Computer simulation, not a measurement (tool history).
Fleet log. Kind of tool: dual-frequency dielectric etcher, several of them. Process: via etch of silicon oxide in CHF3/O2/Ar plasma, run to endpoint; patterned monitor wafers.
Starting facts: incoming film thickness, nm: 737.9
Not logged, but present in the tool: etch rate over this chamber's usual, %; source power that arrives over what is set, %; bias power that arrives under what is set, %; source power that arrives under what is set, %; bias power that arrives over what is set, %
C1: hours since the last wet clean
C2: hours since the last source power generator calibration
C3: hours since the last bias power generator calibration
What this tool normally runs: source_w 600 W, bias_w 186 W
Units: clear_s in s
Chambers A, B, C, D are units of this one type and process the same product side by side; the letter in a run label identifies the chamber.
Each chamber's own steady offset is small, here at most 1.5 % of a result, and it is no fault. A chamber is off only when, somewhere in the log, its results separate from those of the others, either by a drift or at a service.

run 1A hour=12.8 | source_w=600 bias_w=186 | C1=20.5 C2=466.4 C3=1330.9 | clear_s=370.33
run 2B hour=24.0 | source_w=600 bias_w=186 | C1=182.9 C2=558.8 C3=1433.5 | clear_s=370.40
run 3C hour=30.9 | source_w=600 bias_w=186 | C1=266.4 C2=747.2 C3=1980.5 | clear_s=368.16
run 4D hour=42.5 | source_w=600 bias_w=186 | C1=145.4 C2=3826.3 C3=1557.1 | clear_s=374.42
run 5C hour=54.8 | source_w=600 bias_w=186 | C1=290.3 C2=771.1 C3=2004.4 | clear_s=371.87
run 6D hour=68.8 | source_w=600 bias_w=186 | C1=171.7 C2=3852.6 C3=1583.4 | clear_s=369.54
run 7B hour=80.0 | source_w=600 bias_w=186 | C1=238.9 C2=614.8 C3=1489.5 | clear_s=368.24
run 8A hour=93.5 | source_w=600 bias_w=186 | C1=101.2 C2=547.1 C3=1411.6 | clear_s=372.43
-- hour=103.0 chamber D: source power generator calibrated
run 9A hour=106.1 | source_w=600 bias_w=186 | C1=113.8 C2=559.7 C3=1424.2 | clear_s=370.14
run 10D hour=120.1 | source_w=600 bias_w=186 | C1=223.0 C2=17.2 C3=1634.7 | clear_s=373.35
run 11B hour=133.7 | source_w=600 bias_w=186 | C1=292.6 C2=668.5 C3=1543.2 | clear_s=368.17
run 12C hour=141.7 | source_w=690 bias_w=186 | C1=377.2 C2=858.0 C3=2091.3 | clear_s=345.72
run 13A hour=148.8 | source_w=690 bias_w=186 | C1=156.5 C2=602.4 C3=1466.9 | clear_s=352.71
run 14C hour=157.9 | source_w=690 bias_w=186 | C1=393.4 C2=874.2 C3=2107.5 | clear_s=343.80
run 15B hour=168.0 | source_w=690 bias_w=186 | C1=326.9 C2=702.8 C3=1577.5 | clear_s=353.06
run 16D hour=176.2 | source_w=600 bias_w=186 | C1=279.1 C2=73.3 C3=1690.8 | clear_s=374.59
run 17C hour=186.2 | source_w=600 bias_w=186 | C1=421.7 C2=902.5 C3=2135.8 | clear_s=364.89
run 18B hour=199.6 | source_w=600 bias_w=186 | C1=358.5 C2=734.4 C3=1609.1 | clear_s=370.21
run 19D hour=212.8 | source_w=600 bias_w=186 | C1=315.7 C2=109.9 C3=1727.4 | clear_s=374.63
run 20A hour=219.4 | source_w=600 bias_w=186 | C1=227.1 C2=673.0 C3=1537.5 | clear_s=371.78
run 21A hour=227.8 | source_w=600 bias_w=186 | C1=235.5 C2=681.4 C3=1545.9 | clear_s=368.90
run 22D hour=239.5 | source_w=600 bias_w=186 | C1=342.4 C2=136.6 C3=1754.1 | clear_s=372.52
run 23C hour=251.5 | source_w=600 bias_w=186 | C1=487.0 C2=967.8 C3=2201.1 | clear_s=359.27
-- hour=259.7 chamber D: wet clean of the chamber
run 24B hour=261.0 | source_w=650 bias_w=157 | C1=419.9 C2=795.8 C3=1670.5 | clear_s=377.37
run 25C hour=271.8 | source_w=650 bias_w=157 | C1=507.3 C2=988.1 C3=2221.4 | clear_s=366.49
run 26D hour=285.7 | source_w=650 bias_w=157 | C1=26.1 C2=182.8 C3=1800.3 | clear_s=384.01
run 27B hour=296.3 | source_w=650 bias_w=157 | C1=455.2 C2=831.1 C3=1705.8 | clear_s=379.91
run 28A hour=310.6 | source_w=600 bias_w=186 | C1=318.3 C2=764.2 C3=1628.7 | clear_s=369.14

Is one chamber out of step, is the gauge drifting, or do the chambers differ by no more than their own small offsets? For an off chamber, give its letter and the likeliest cause.

One chamber, C, drifts off from the rest bit by bit.
What lies behind it: etch rate over this chamber's usual, % = 4.18.

Chamber C could run next with any of the 4 candidate recipes listed below; each alters the usual settings, and their results appear as question marks. Which one brings its results back in line with what the other chambers deliver on the usual settings?
Counts as in line when no further than this from what the other chambers average on the usual settings: clear_s 5.60 s
run 29C-1 hour=321.5 | source_w=670 bias_w=186 | clear_s=?
run 29C-2 hour=321.5 | source_w=600 bias_w=161 | clear_s=?
run 29C-3 hour=321.5 | source_w=590 bias_w=182 | clear_s=?
run 29C-4 hour=321.5 | source_w=600 bias_w=195 | clear_s=?

The mean the other chambers reach with the usual settings: clear_s 371.35 s
run=29C-1 clear_s=339.59
run=29C-2 clear_s=371.85
run=29C-3 clear_s=359.09
run=29C-4 clear_s=348.45
29C-2 brings the chamber back in line.
